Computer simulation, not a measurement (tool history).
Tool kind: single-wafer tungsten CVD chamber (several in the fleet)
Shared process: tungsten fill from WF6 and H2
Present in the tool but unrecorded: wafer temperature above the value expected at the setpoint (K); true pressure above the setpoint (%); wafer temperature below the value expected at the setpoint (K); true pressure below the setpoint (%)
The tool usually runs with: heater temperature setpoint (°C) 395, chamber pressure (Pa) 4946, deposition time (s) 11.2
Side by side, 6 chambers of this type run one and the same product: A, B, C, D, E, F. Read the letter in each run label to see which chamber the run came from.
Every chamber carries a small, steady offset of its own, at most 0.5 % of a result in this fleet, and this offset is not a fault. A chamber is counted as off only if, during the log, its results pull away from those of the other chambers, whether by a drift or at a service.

| run | hour | heater temperature setpoint (°C) | chamber pressure (Pa) | deposition time (s) | hours since the last thermocouple change | hours since the last manometer calibration | read-back reference wafer on the same gauge, thickness_nm | mean film thickness on the monitor wafer (nm) |
|---|---|---|---|---|---|---|---|---|
| 1B | 12.6 | 395 | 4946 | 11.2 | 722.2 | 2087.7 | 26.296 | 32.736 |
| 2C | 22.1 | 395 | 4946 | 11.2 | 1057.7 | 712.4 | 26.308 | 32.500 |
|  | 24.1 | chamber C: thermocouple changed; heater temperature recalibrated |
| 3D | 34.0 | 395 | 4946 | 11.2 | 118.6 | 1755.4 | 26.299 | 32.734 |
| 4E | 40.5 | 395 | 4946 | 11.2 | 1936.0 | 843.4 | 26.308 | 32.724 |
| 5A | 55.2 | 395 | 4946 | 11.2 | 787.8 | 1558.8 | 26.292 | 32.721 |
| 6F | 66.3 | 395 | 4946 | 11.2 | 2551.8 | 492.9 | 26.293 | 32.653 |
| 7E | 73.6 | 395 | 4946 | 11.2 | 1969.1 | 876.5 | 26.310 | 32.725 |
| 8F | 85.3 | 395 | 4946 | 11.2 | 2570.8 | 511.9 | 26.310 | 32.864 |
| 9C | 94.0 | 395 | 4946 | 11.2 | 69.9 | 784.3 | 26.298 | 32.625 |
| 10A | 107.1 | 395 | 4946 | 11.2 | 839.7 | 1610.7 | 26.299 | 32.678 |
| 11D | 117.4 | 395 | 4946 | 11.2 | 202.0 | 1838.8 | 26.298 | 32.873 |
| 12B | 129.6 | 395 | 4400 | 11.2 | 839.2 | 2204.7 | 26.294 | 30.922 |
| 13E | 136.7 | 395 | 4400 | 11.2 | 2032.2 | 939.6 | 26.310 | 31.037 |
| 14F | 147.3 | 395 | 4400 | 11.2 | 2632.8 | 573.9 | 26.308 | 30.988 |
| 15D | 156.0 | 395 | 4400 | 11.2 | 240.6 | 1877.4 | 26.288 | 30.884 |
| 16A | 169.6 | 395 | 4400 | 11.2 | 902.2 | 1673.2 | 26.310 | 30.961 |
| 17C | 177.9 | 395 | 4400 | 11.2 | 153.8 | 868.2 | 26.284 | 30.905 |
| 18B | 185.7 | 395 | 4946 | 11.2 | 895.3 | 2260.8 | 26.298 | 32.554 |
| 19E | 196.6 | 395 | 4946 | 11.2 | 2092.1 | 999.5 | 26.297 | 32.659 |
| 20A | 203.1 | 395 | 4946 | 11.2 | 935.7 | 1706.7 | 26.305 | 32.736 |
| 21C | 213.0 | 395 | 4946 | 11.2 | 188.9 | 903.3 | 26.321 | 32.361 |
| 22B | 222.0 | 395 | 4946 | 11.2 | 931.6 | 2297.1 | 26.296 | 32.303 |
| 23F | 231.9 | 395 | 4946 | 12.7 | 2717.4 | 658.5 | 26.307 | 37.264 |
| 24D | 239.3 | 395 | 4946 | 12.7 | 323.9 | 1960.7 | 26.312 | 37.491 |
| 25C | 251.9 | 395 | 4946 | 12.7 | 227.8 | 942.2 | 26.288 | 36.825 |
| 26E | 263.5 | 395 | 4946 | 12.7 | 2159.0 | 1066.4 | 26.287 | 37.013 |
| 27D | 270.9 | 395 | 4946 | 12.7 | 355.5 | 1992.3 | 26.304 | 37.297 |
| 28F | 285.0 | 395 | 4946 | 12.7 | 2770.5 | 711.6 | 26.319 | 37.215 |
| 29B | 291.6 | 395 | 4946 | 11.2 | 1001.2 | 2366.7 | 26.301 | 32.151 |
| 30A | 299.9 | 395 | 4946 | 11.2 | 1032.5 | 1803.5 | 26.288 | 32.580 |
| 31F | 310.4 | 395 | 4946 | 11.2 | 2795.9 | 737.0 | 26.278 | 32.887 |
| 32A | 319.1 | 395 | 4946 | 11.2 | 1051.7 | 1822.7 | 26.302 | 32.724 |
| 33E | 329.0 | 395 | 4946 | 11.2 | 2224.5 | 1131.9 | 26.283 | 32.722 |
| 34B | 335.4 | 395 | 4946 | 11.2 | 1045.0 | 2410.5 | 26.296 | 32.199 |
| 35D | 344.5 | 395 | 4946 | 11.2 | 429.1 | 2065.9 | 26.283 | 32.703 |
| 36C | 358.6 | 395 | 4946 | 11.2 | 334.5 | 1048.9 | 26.315 | 32.575 |
| 37A | 372.3 | 395 | 4946 | 11.2 | 1104.9 | 1875.9 | 26.295 | 32.920 |

Next, all 6 chambers run the settings below, one line each with question marks for the results. What does each chamber give?
| 38A | 382.9 | 388 | 4946 | 11.2 |  |  |  | ? |
| 38B | 382.9 | 388 | 4946 | 11.2 |  |  |  | ? |
| 38C | 382.9 | 388 | 4946 | 11.2 |  |  |  | ? |
| 38D | 382.9 | 388 | 4946 | 11.2 |  |  |  | ? |
| 38E | 382.9 | 388 | 4946 | 11.2 |  |  |  | ? |
| 38F | 382.9 | 388 | 4946 | 11.2 |  |  |  | ? |

| run | mean film thickness on the monitor wafer (nm) |
|---|---|
| 38A | 28.630 |
| 38B | 28.022 |
| 38C | 28.431 |
| 38D | 28.804 |
| 38E | 28.670 |
| 38F | 28.595 |
